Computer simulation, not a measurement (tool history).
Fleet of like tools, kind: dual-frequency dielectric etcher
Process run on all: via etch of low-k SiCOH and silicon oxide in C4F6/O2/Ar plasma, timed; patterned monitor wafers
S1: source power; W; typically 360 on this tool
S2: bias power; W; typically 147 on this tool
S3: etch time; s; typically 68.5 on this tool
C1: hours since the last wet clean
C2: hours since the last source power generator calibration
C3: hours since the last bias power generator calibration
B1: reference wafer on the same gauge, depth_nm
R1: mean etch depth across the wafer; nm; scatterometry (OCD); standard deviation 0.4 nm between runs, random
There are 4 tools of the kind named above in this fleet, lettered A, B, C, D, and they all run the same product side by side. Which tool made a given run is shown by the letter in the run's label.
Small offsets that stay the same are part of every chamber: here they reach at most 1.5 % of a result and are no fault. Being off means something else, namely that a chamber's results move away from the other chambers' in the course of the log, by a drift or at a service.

{"run": "1D", "hour": 7.9, "S1": 360, "S2": 147, "S3": 68.5, "C1": 237.4, "C2": 334.2, "C3": 137.6, "B1": 143.86, "R1": 160.55}
{"run": "2C", "hour": 16.1, "S1": 360, "S2": 147, "S3": 68.5, "C1": 594.3, "C2": 2076.5, "C3": 1843.2, "B1": 143.97, "R1": 161.77}
{"run": "3B", "hour": 32.2, "S1": 360, "S2": 147, "S3": 68.5, "C1": 161.6, "C2": 941.8, "C3": 2668.7, "B1": 143.99, "R1": 159.05}
{"run": "4A", "hour": 40.1, "S1": 360, "S2": 147, "S3": 68.5, "C1": 473.8, "C2": 3902.8, "C3": 2756.9, "B1": 143.96, "R1": 160.86}
{"run": "5C", "hour": 49.1, "S1": 310, "S2": 147, "S3": 68.5, "C1": 627.3, "C2": 2109.5, "C3": 1876.2, "B1": 144.02, "R1": 152.25}
{"run": "6D", "hour": 57.8, "S1": 310, "S2": 147, "S3": 68.5, "C1": 287.3, "C2": 384.1, "C3": 187.5, "B1": 144.05, "R1": 151.62}
{"run": "7B", "hour": 68.3, "S1": 310, "S2": 147, "S3": 68.5, "C1": 197.7, "C2": 977.9, "C3": 2704.8, "B1": 143.94, "R1": 150.43}
{"hour": 78.2, "done": "chamber C: wet clean of the chamber"}
{"run": "8A", "hour": 81.1, "S1": 310, "S2": 147, "S3": 68.5, "C1": 514.8, "C2": 3943.8, "C3": 2797.9, "B1": 144.08, "R1": 151.55}
{"run": "9C", "hour": 95.4, "S1": 360, "S2": 168, "S3": 68.5, "C1": 17.3, "C2": 2155.8, "C3": 1922.5, "B1": 144.06, "R1": 167.44}
{"run": "10D", "hour": 111.2, "S1": 360, "S2": 168, "S3": 68.5, "C1": 340.7, "C2": 437.5, "C3": 240.9, "B1": 144.0, "R1": 168.05}
{"run": "11B", "hour": 127.0, "S1": 360, "S2": 168, "S3": 68.5, "C1": 256.4, "C2": 1036.6, "C3": 2763.5, "B1": 143.96, "R1": 165.44}
{"run": "12A", "hour": 137.2, "S1": 360, "S2": 168, "S3": 68.5, "C1": 570.9, "C2": 3999.9, "C3": 2854.0, "B1": 144.04, "R1": 167.62}
{"run": "13B", "hour": 146.1, "S1": 360, "S2": 147, "S3": 68.5, "C1": 275.5, "C2": 1055.7, "C3": 2782.6, "B1": 143.96, "R1": 158.24}
{"run": "14D", "hour": 154.9, "S1": 360, "S2": 147, "S3": 68.5, "C1": 384.4, "C2": 481.2, "C3": 284.6, "B1": 143.97, "R1": 161.58}
{"run": "15A", "hour": 171.1, "S1": 360, "S2": 147, "S3": 52.0, "C1": 604.8, "C2": 4033.8, "C3": 2887.9, "B1": 143.97, "R1": 122.32}
{"run": "16C", "hour": 184.4, "S1": 360, "S2": 147, "S3": 52.0, "C1": 106.3, "C2": 2244.8, "C3": 2011.5, "B1": 143.97, "R1": 122.01}
{"run": "17C", "hour": 195.2, "S1": 360, "S2": 147, "S3": 52.0, "C1": 117.1, "C2": 2255.6, "C3": 2022.3, "B1": 144.1, "R1": 122.17}
{"run": "18D", "hour": 203.1, "S1": 360, "S2": 147, "S3": 52.0, "C1": 432.6, "C2": 529.4, "C3": 332.8, "B1": 144.05, "R1": 122.4}
{"hour": 216.9, "done": "chamber B: wet clean of the chamber"}
{"run": "19A", "hour": 218.5, "S1": 360, "S2": 147, "S3": 68.5, "C1": 652.2, "C2": 4081.2, "C3": 2935.3, "B1": 144.04, "R1": 160.75}
{"hour": 221.8, "done": "chamber A: wet clean of the chamber"}
{"run": "20B", "hour": 231.4, "S1": 360, "S2": 147, "S3": 68.5, "C1": 14.6, "C2": 1141.0, "C3": 2867.9, "B1": 143.93, "R1": 153.83}
{"run": "21A", "hour": 242.2, "S1": 360, "S2": 147, "S3": 68.5, "C1": 20.5, "C2": 4104.9, "C3": 2959.0, "B1": 143.99, "R1": 160.25}
{"run": "22B", "hour": 257.1, "S1": 360, "S2": 113, "S3": 61.0, "C1": 40.3, "C2": 1166.7, "C3": 2893.6, "B1": 144.0, "R1": 127.43}
{"run": "23C", "hour": 265.0, "S1": 360, "S2": 113, "S3": 61.0, "C1": 186.9, "C2": 2325.4, "C3": 2092.1, "B1": 144.04, "R1": 133.08}
{"run": "24D", "hour": 276.1, "S1": 360, "S2": 113, "S3": 61.0, "C1": 505.6, "C2": 602.4, "C3": 405.8, "B1": 144.1, "R1": 132.38}
{"run": "25D", "hour": 290.6, "S1": 360, "S2": 113, "S3": 61.0, "C1": 520.1, "C2": 616.9, "C3": 420.3, "B1": 144.03, "R1": 132.43}
{"run": "26B", "hour": 301.6, "S1": 360, "S2": 147, "S3": 68.5, "C1": 84.8, "C2": 1211.2, "C3": 2938.1, "B1": 144.08, "R1": 154.14}
{"run": "27A", "hour": 311.9, "S1": 360, "S2": 147, "S3": 68.5, "C1": 90.2, "C2": 4174.6, "C3": 3028.7, "B1": 143.97, "R1": 161.39}
{"run": "28C", "hour": 325.9, "S1": 360, "S2": 147, "S3": 68.5, "C1": 247.8, "C2": 2386.3, "C3": 2153.0, "B1": 143.99, "R1": 161.23}
{"hour": 334.0, "done": "chamber D: wet clean of the chamber"}
{"run": "29D", "hour": 338.1, "S1": 360, "S2": 147, "S3": 68.5, "C1": 4.2, "C2": 664.4, "C3": 467.8, "B1": 143.92, "R1": 161.19}
{"run": "30B", "hour": 347.1, "S1": 360, "S2": 147, "S3": 68.5, "C1": 130.3, "C2": 1256.7, "C3": 2983.6, "B1": 144.08, "R1": 154.77}
{"run": "31A", "hour": 354.9, "S1": 360, "S2": 147, "S3": 68.5, "C1": 133.2, "C2": 4217.6, "C3": 3071.7, "B1": 143.97, "R1": 160.58}

Decide between three cases: one chamber stands off from its peers, the gauge reading all wafers drifts, or nothing is wrong past each chamber's small offset. Where a chamber is off, say which and what most likely put it there.

After it was serviced, chamber B no longer matches the other chambers.
Likeliest cause: etch rate under this chamber's usual, % = 2.53.

Below are 4 candidate recipes for chamber B's next run, each the usual settings with a change, their results shown as question marks. Which of them brings B's results back in line with what the other chambers give on the usual settings?
In-line tolerance around the mean of the other chambers on the usual settings: R1 1.40 nm
{"run": "32B-1", "hour": 366.6, "S1": 360, "S2": 147, "S3": 70.0, "R1": "?"}
{"run": "32B-2", "hour": 366.6, "S1": 360, "S2": 148, "S3": 71.0, "R1": "?"}
{"run": "32B-3", "hour": 366.6, "S1": 360, "S2": 147, "S3": 67.0, "R1": "?"}
{"run": "32B-4", "hour": 366.6, "S1": 360, "S2": 147, "S3": 66.0, "R1": "?"}

What the other chambers average on the usual settings: R1 160.85 nm
run=32B-1 R1=158.43
run=32B-2 R1=161.02
run=32B-3 R1=151.64
run=32B-4 R1=149.38
It is 32B-2 that realigns the chamber with its peers.
